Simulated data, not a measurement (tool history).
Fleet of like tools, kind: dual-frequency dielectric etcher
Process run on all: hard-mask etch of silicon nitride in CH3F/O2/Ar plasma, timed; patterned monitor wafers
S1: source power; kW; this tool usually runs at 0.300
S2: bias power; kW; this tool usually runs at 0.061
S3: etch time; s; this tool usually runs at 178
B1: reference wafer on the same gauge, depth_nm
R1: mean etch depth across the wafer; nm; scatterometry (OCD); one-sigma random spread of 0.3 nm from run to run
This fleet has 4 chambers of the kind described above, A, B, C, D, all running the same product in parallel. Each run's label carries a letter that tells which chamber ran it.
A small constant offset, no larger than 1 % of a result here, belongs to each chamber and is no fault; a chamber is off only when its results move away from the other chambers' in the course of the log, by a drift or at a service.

| run | hour | S1 | S2 | S3 | B1 | R1 |
|---|---|---|---|---|---|---|
| 1C | 9.7 | 0.300 | 0.061 | 178 | 89.010 | 104.360 |
| 2B | 22.2 | 0.300 | 0.061 | 178 | 89.009 | 106.460 |
| 3A | 29.2 | 0.300 | 0.061 | 178 | 88.949 | 105.140 |
| 4D | 39.5 | 0.300 | 0.061 | 178 | 88.980 | 106.160 |
| 5A | 50.7 | 0.300 | 0.061 | 178 | 89.023 | 104.820 |
| 6C | 58.4 | 0.300 | 0.061 | 178 | 88.953 | 104.390 |
| 7D | 67.1 | 0.300 | 0.061 | 178 | 89.056 | 106.330 |
| 8B | 74.3 | 0.300 | 0.061 | 178 | 89.065 | 106.830 |
| 9C | 83.3 | 0.300 | 0.061 | 178 | 89.082 | 104.720 |
| 10B | 97.0 | 0.300 | 0.061 | 178 | 89.076 | 106.100 |
| 11D | 103.6 | 0.300 | 0.061 | 178 | 89.009 | 105.820 |
| 12A | 113.8 | 0.300 | 0.061 | 178 | 89.014 | 105.110 |
| 13A | 127.2 | 0.300 | 0.056 | 140 | 88.965 | 80.458 |
| 14C | 140.6 | 0.300 | 0.056 | 140 | 88.995 | 79.842 |
|  | 141.2 | chamber B: wet clean of the chamber |
| 15D | 154.4 | 0.300 | 0.056 | 140 | 88.978 | 80.970 |
| 16B | 165.9 | 0.300 | 0.056 | 140 | 88.988 | 81.561 |
|  | 172.3 | chamber C: wet clean of the chamber |
| 17B | 175.3 | 0.340 | 0.061 | 178 | 88.988 | 111.580 |
| 18D | 188.3 | 0.340 | 0.061 | 178 | 89.012 | 110.900 |
| 19C | 198.0 | 0.340 | 0.061 | 178 | 88.956 | 106.750 |
| 20A | 210.3 | 0.340 | 0.061 | 178 | 89.050 | 110.150 |
| 21C | 223.2 | 0.300 | 0.061 | 223 | 88.997 | 127.060 |
| 22D | 230.4 | 0.300 | 0.061 | 223 | 88.992 | 132.080 |
| 23B | 239.4 | 0.300 | 0.061 | 223 | 88.972 | 133.170 |
| 24A | 246.3 | 0.300 | 0.061 | 223 | 89.020 | 131.670 |
| 25C | 252.7 | 0.360 | 0.061 | 129 | 89.110 | 79.238 |
| 26B | 263.7 | 0.360 | 0.061 | 129 | 88.961 | 82.542 |
| 27A | 277.5 | 0.360 | 0.061 | 129 | 89.092 | 81.545 |
| 28D | 286.5 | 0.360 | 0.061 | 129 | 88.968 | 82.302 |
|  | 295.5 | chamber C: bias power generator calibrated |
| 29C | 298.9 | 0.300 | 0.061 | 178 | 89.025 | 101.610 |
| 30D | 310.2 | 0.300 | 0.075 | 148 | 89.013 | 94.336 |
| 31B | 322.6 | 0.300 | 0.075 | 148 | 88.960 | 94.840 |
| 32A | 333.9 | 0.300 | 0.075 | 148 | 89.035 | 93.985 |

Decide between three cases: one chamber stands off from its peers, the gauge reading all wafers drifts, or nothing is wrong past each chamber's small offset. Where a chamber is off, say which and what most likely put it there.

After it was serviced, chamber C no longer matches the other chambers.
What lies behind it: etch rate under this chamber's usual, % = 2.77.

Which of the 4 candidates below, each the usual settings with something changed and its results left as question marks, puts chamber C back in line with what the other chambers give on the usual settings?
Counts as in line when no further than this from what the other chambers average on the usual settings: R1 1.000 nm
| 33C-1 | 344.2 | 0.310 | 0.062 | 188 |  | ? |
| 33C-2 | 344.2 | 0.300 | 0.062 | 185 |  | ? |
| 33C-3 | 344.2 | 0.270 | 0.056 | 178 |  | ? |
| 33C-4 | 344.2 | 0.300 | 0.054 | 178 |  | ? |

Average result of the remaining chambers running the usual settings: R1 105.840 nm
| run | R1 |
|---|---|
| 33C-1 | 109.190 |
| 33C-2 | 106.090 |
| 33C-3 | 94.705 |
| 33C-4 | 97.489 |
33C-2 brings the chamber back in line.
